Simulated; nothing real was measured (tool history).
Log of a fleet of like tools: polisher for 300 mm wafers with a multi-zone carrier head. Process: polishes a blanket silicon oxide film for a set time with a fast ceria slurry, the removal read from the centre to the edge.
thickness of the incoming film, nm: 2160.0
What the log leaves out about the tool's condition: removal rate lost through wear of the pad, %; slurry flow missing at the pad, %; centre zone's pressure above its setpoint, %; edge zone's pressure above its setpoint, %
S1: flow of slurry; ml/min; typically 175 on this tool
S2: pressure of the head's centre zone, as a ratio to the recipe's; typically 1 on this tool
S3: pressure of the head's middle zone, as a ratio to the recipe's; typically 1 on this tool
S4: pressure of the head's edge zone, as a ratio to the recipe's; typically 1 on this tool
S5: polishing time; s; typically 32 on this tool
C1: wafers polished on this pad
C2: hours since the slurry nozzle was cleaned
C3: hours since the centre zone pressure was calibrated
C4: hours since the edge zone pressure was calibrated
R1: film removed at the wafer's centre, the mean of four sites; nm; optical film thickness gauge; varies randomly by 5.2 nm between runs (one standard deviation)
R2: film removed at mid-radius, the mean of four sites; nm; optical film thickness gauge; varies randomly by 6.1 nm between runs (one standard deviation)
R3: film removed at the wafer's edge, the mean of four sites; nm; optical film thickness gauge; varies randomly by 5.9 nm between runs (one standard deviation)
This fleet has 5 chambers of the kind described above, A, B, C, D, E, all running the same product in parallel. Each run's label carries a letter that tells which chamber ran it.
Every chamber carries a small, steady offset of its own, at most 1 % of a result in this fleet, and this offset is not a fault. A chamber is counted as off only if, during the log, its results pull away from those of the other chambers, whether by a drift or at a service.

run     day   S1    S2    S3    S4  S5    C1     C2      C3      C4      R1      R2      R3
      0.142  -- chamber D: worn pad replaced by a new one
 1E     0.6  175     1     1     1  32   771    665   221.6   856.5  728.59  735.72  734.25
 2A   1.175  175     1     1     1  32   872  706.4   164.2   361.6  732.01   730.4  729.31
      1.442  -- chamber E: worn pad replaced by a new one
 3D   1.496  175     1     1     1  32   412   52.3   215.4   352.9  725.34  724.43  727.99
      1.546  -- chamber A: worn pad replaced by a new one
 4B   1.846  175     1     1     1  32   757   84.2     374   299.3  740.34  731.83  728.09
 5C   2.229  175  1.05     1     1  29  1276  233.4  1011.2  1184.6  704.74  657.27   668.2
      2.858  -- chamber C: worn pad replaced by a new one
 6C   2.867  175  1.05     1     1  29     3  248.7  1026.5  1199.9  701.99  657.38  659.58
      3.317  -- chamber A: slurry nozzle cleaned
      3.383  -- chamber B: worn pad replaced by a new one
 7B   3.546  175  1.05     1     1  29    49    125   414.8   340.1  702.51  674.02  651.85
      3.888  -- chamber B: edge zone pressure recalibrated
 8D   4.192  175  1.05     1     1  29  1230    117   280.1   417.6  691.37  659.15  670.25
 9E   4.571  175  1.05     1     1  29   950  760.3   316.9   951.8  694.63  667.11  659.36
      4.667  -- chamber D: worn pad replaced by a new one
      4.762  -- chamber E: slurry nozzle cleaned
      4.871  -- chamber A: worn pad replaced by a new one
10A   4.933  175     1     1     1  32    19   38.8   254.4   451.8  738.43  741.73  738.33
      5.067  -- chamber E: worn pad replaced by a new one
11E    5.45  175  0.93  1.11     1  32   117   16.6     338   972.9  678.45  806.85  739.32
      5.804  -- chamber A: centre zone pressure recalibrated
12C   5.983  175  0.93  1.11     1  32   949  323.5  1101.3  1274.7  679.12  797.52  727.89
      6.171  -- chamber B: slurry nozzle cleaned
13D   6.279  175  0.93  1.11     1  32   490  167.1   330.2   467.7   681.8  818.36  722.42
      6.583  -- chamber B: worn pad replaced by a new one
14A   6.933  175  0.93  1.11     1  32   626   86.8    27.2   499.8  679.89  803.12  726.72
15B   7.304  175  0.93  1.11     1  32   218   27.3     505    82.1  678.46  802.61  722.81
       7.35  -- chamber C: worn pad replaced by a new one
      7.662  -- chamber E: centre zone pressure recalibrated
      7.738  -- chamber D: edge zone pressure recalibrated
16B   7.817  175     1     1     1  32   374   39.6   517.3    94.4  728.61  720.72  726.58
      7.975  -- chamber A: worn pad replaced by a new one
17E   8.212  175     1     1     1  32   955   82.9    13.2  1039.2  726.37  722.88  739.99
18C   8.667  175     1     1  1.11  32   400  387.9  1165.7  1339.1  735.82  734.79  767.01
      8.767  -- chamber D: centre zone pressure recalibrated
      8.954  -- chamber C: edge zone pressure recalibrated
      9.021  -- chamber E: worn pad replaced by a new one
19A   9.154  175     1     1  1.11  32   357  140.1    80.5   553.1  736.96  735.34   779.3
      9.238  -- chamber D: worn pad replaced by a new one
20D     9.5  175     1     1  1.11  32    80  244.4    17.7    42.4  735.86  746.22  769.37
      9.662  -- chamber B: worn pad replaced by a new one
      9.996  -- chamber C: centre zone pressure recalibrated
21D  10.021  175     1     1  1.11  32   238  256.9    30.2    54.9  737.64  731.45   769.3
22C  10.579  175     1     1  1.11  32   980  433.8    14.1    39.1   735.3  749.86  762.79
23E  10.958  175     1     1     1  32   588  148.8    79.1  1105.1  724.22  732.93  731.53
24A  11.271  175     1     1     1  32  1000  190.9   131.3   603.9  733.11     729  724.64
     11.762  -- chamber A: worn pad replaced by a new one
25B  11.767  175     1     1     1  32   639  134.4   612.1   189.2  735.76  733.83  738.68
     11.883  -- chamber C: worn pad replaced by a new one
      12.15  -- chamber E: worn pad replaced by a new one
26B  12.171  175     1     1     1  32   762  144.1   621.8   198.9   732.6  729.89  717.98
27C  12.488  175     1     1     1  32   183  479.6    59.9    84.9  742.76  731.81  721.39
28E  12.783  175     1     1     1  32   193  192.6   122.9  1148.9   730.7  723.55  743.47
     12.892  -- chamber B: worn pad replaced by a new one
29D  13.333  175     1     1     1  32  1243  336.4   109.7   134.4  728.66  736.42  724.39
30A  13.708  175     1     1     1  32   591  249.4   189.8   662.4  732.92  726.52  725.56
      13.75  -- chamber D: worn pad replaced by a new one
31A  14.208  175     1     1     1  32   743  261.4   201.8   674.4  738.15   734.8  726.39
32D  14.633  175     1     1     1  32   268  367.6   140.9   165.6   743.1  744.41  732.41
33E  15.029  175     1     1     1  32   874  246.5   176.8  1202.8  724.33  723.57  726.88
34B  15.562  175     1     1     1  32   810  225.5   703.2   280.3  734.32  732.18  728.75
     15.858  -- chamber B: slurry nozzle cleaned
     15.962  -- chamber C: slurry nozzle cleaned
     15.967  -- chamber E: worn pad replaced by a new one
35C  16.083  175     1     1     1  32  1274    2.9   146.2   171.2  736.73  717.03   715.4
     16.425  -- chamber B: worn pad replaced by a new one
36E  16.512  175     1  1.06     1  32   166  282.1   212.4  1238.4   728.4  782.77  735.87
37C  16.883  175     1  1.06     1  32  1517   22.1   165.4   190.4  738.53  777.56  734.32
     17.238  -- chamber B: edge zone pressure recalibrated
38D  17.317  175     1  1.06     1  32  1082    432   205.3     230  740.83  766.39  726.91
39B   17.85  175     1  1.06     1  32   433   47.9   758.1    14.8  733.58  774.16  739.03

All chambers now run identical settings, listed one chamber a line with results as question marks. What results will each chamber show?
40A  18.342  175   1   1   1  32                   ?   ?   ?
40B  18.342  175   1   1   1  32                   ?   ?   ?
40C  18.342  175   1   1   1  32                   ?   ?   ?
40D  18.342  175   1   1   1  32                   ?   ?   ?
40E  18.342  175   1   1   1  32                   ?   ?   ?

run      R1      R2      R3
40A  747.12  732.27  733.17
40B  731.99  733.42  725.88
40C  733.34  734.46  721.86
40D  736.75  733.06  719.82
40E  722.45  732.75  737.74
